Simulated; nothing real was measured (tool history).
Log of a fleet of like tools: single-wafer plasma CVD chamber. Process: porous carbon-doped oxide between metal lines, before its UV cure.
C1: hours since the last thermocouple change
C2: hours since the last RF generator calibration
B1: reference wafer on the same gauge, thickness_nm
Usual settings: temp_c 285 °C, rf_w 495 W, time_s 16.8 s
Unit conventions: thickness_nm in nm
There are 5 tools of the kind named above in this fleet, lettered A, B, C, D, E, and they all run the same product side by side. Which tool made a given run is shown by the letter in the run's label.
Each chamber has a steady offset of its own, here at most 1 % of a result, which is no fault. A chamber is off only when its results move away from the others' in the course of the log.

run 1C hour=7.1 | temp_c=285 rf_w=495 time_s=16.8 | C1=787.9 C2=2036.8 | B1=107.06 | thickness_nm=99.304
run 2A hour=12.1 | temp_c=285 rf_w=495 time_s=16.8 | C1=1000 C2=2020.9 | B1=106.99 | thickness_nm=100.9
run 3D hour=20.2 | temp_c=285 rf_w=495 time_s=16.8 | C1=1278.8 C2=814.5 | B1=106.97 | thickness_nm=100.88
run 4E hour=24.4 | temp_c=285 rf_w=495 time_s=16.8 | C1=358.1 C2=647.9 | B1=106.96 | thickness_nm=101.2
run 5B hour=32.4 | temp_c=285 rf_w=495 time_s=16.8 | C1=1989.1 C2=1521.4 | B1=107.04 | thickness_nm=100.59
run 6E hour=40.1 | temp_c=285 rf_w=495 time_s=16.8 | C1=373.8 C2=663.6 | B1=107.13 | thickness_nm=100.45
run 7B hour=44.4 | temp_c=285 rf_w=495 time_s=16.8 | C1=2001.1 C2=1533.4 | B1=106.99 | thickness_nm=100.66
run 8C hour=51.7 | temp_c=285 rf_w=495 time_s=16.8 | C1=832.5 C2=2081.4 | B1=106.98 | thickness_nm=99.382
run 9A hour=57 | temp_c=285 rf_w=495 time_s=16.8 | C1=1044.9 C2=2065.8 | B1=106.93 | thickness_nm=100.98
run 10D hour=61.3 | temp_c=285 rf_w=495 time_s=16.8 | C1=1319.9 C2=855.6 | B1=106.92 | thickness_nm=100.92
run 11B hour=65.4 | temp_c=297 rf_w=495 time_s=19.7 | C1=2022.1 C2=1554.4 | B1=107.01 | thickness_nm=108.63
run 12E hour=71.5 | temp_c=297 rf_w=495 time_s=19.7 | C1=405.2 C2=695 | B1=106.98 | thickness_nm=109.48
run 13C hour=79.4 | temp_c=297 rf_w=495 time_s=19.7 | C1=860.2 C2=2109.1 | B1=107.06 | thickness_nm=108.09
run 14D hour=84.9 | temp_c=297 rf_w=495 time_s=19.7 | C1=1343.5 C2=879.2 | B1=107.03 | thickness_nm=109.37
run 15A hour=93.2 | temp_c=297 rf_w=495 time_s=19.7 | C1=1081.1 C2=2102 | B1=106.99 | thickness_nm=109.52
-- hour=94.5 chamber C: thermocouple changed; heater temperature recalibrated
run 16B hour=97.9 | temp_c=285 rf_w=495 time_s=16.8 | C1=2054.6 C2=1586.9 | B1=107 | thickness_nm=100.62
run 17C hour=105.1 | temp_c=285 rf_w=495 time_s=16.8 | C1=10.7 C2=2134.8 | B1=106.95 | thickness_nm=95.98
run 18E hour=110.2 | temp_c=285 rf_w=495 time_s=16.8 | C1=443.9 C2=733.7 | B1=107.02 | thickness_nm=100.89
run 19D hour=118.2 | temp_c=285 rf_w=495 time_s=16.8 | C1=1376.8 C2=912.5 | B1=107.04 | thickness_nm=100.89
run 20A hour=123.3 | temp_c=285 rf_w=495 time_s=16.8 | C1=1111.2 C2=2132.1 | B1=106.98 | thickness_nm=101.01
run 21C hour=128 | temp_c=285 rf_w=495 time_s=17.8 | C1=33.6 C2=2157.7 | B1=107.01 | thickness_nm=102.09
run 22D hour=136.6 | temp_c=285 rf_w=495 time_s=17.8 | C1=1395.2 C2=930.9 | B1=107.02 | thickness_nm=107
run 23E hour=143.1 | temp_c=285 rf_w=495 time_s=17.8 | C1=476.8 C2=766.6 | B1=106.93 | thickness_nm=106.75
run 24A hour=149.1 | temp_c=285 rf_w=495 time_s=17.8 | C1=1137 C2=2157.9 | B1=107.01 | thickness_nm=106.7
-- hour=151.7 chamber C: RF generator calibrated
run 25B hour=153.8 | temp_c=285 rf_w=495 time_s=17.8 | C1=2110.5 C2=1642.8 | B1=107.02 | thickness_nm=106.39
run 26D hour=159.4 | temp_c=285 rf_w=495 time_s=16.8 | C1=1418 C2=953.7 | B1=107 | thickness_nm=100.98
run 27C hour=164 | temp_c=285 rf_w=440 time_s=14.7 | C1=69.6 C2=12.3 | B1=106.97 | thickness_nm=77.857
run 28B hour=172.2 | temp_c=285 rf_w=440 time_s=14.7 | C1=2128.9 C2=1661.2 | B1=106.95 | thickness_nm=81.618
run 29E hour=177.4 | temp_c=285 rf_w=440 time_s=14.7 | C1=511.1 C2=800.9 | B1=107.04 | thickness_nm=81.272
run 30A hour=185.3 | temp_c=285 rf_w=440 time_s=14.7 | C1=1173.2 C2=2194.1 | B1=107.01 | thickness_nm=81.563
run 31B hour=191.7 | temp_c=285 rf_w=440 time_s=14.7 | C1=2148.4 C2=1680.7 | B1=106.99 | thickness_nm=81.83
run 32C hour=197.7 | temp_c=285 rf_w=495 time_s=16.8 | C1=103.3 C2=46 | B1=107.01 | thickness_nm=95.944
run 33D hour=203.2 | temp_c=285 rf_w=495 time_s=16.8 | C1=1461.8 C2=997.5 | B1=107.01 | thickness_nm=100.59
run 34E hour=208.4 | temp_c=285 rf_w=495 time_s=16.8 | C1=542.1 C2=831.9 | B1=106.94 | thickness_nm=100.53
run 35A hour=212.4 | temp_c=285 rf_w=495 time_s=16.8 | C1=1200.3 C2=2221.2 | B1=106.94 | thickness_nm=101.29
run 36A hour=217.4 | temp_c=285 rf_w=495 time_s=16.8 | C1=1205.3 C2=2226.2 | B1=106.96 | thickness_nm=100.72

For the next run the whole fleet of 5 chambers uses the same settings. Give each chamber's results:
run 37A hour=223.6 | temp_c=285 rf_w=440 time_s=16.8 | thickness_nm=?
run 37B hour=223.6 | temp_c=285 rf_w=440 time_s=16.8 | thickness_nm=?
run 37C hour=223.6 | temp_c=285 rf_w=440 time_s=16.8 | thickness_nm=?
run 37D hour=223.6 | temp_c=285 rf_w=440 time_s=16.8 | thickness_nm=?
run 37E hour=223.6 | temp_c=285 rf_w=440 time_s=16.8 | thickness_nm=?

run=37A thickness_nm=92.862
run=37B thickness_nm=93.064
run=37C thickness_nm=88.54
run=37D thickness_nm=93.044
run=37E thickness_nm=92.561
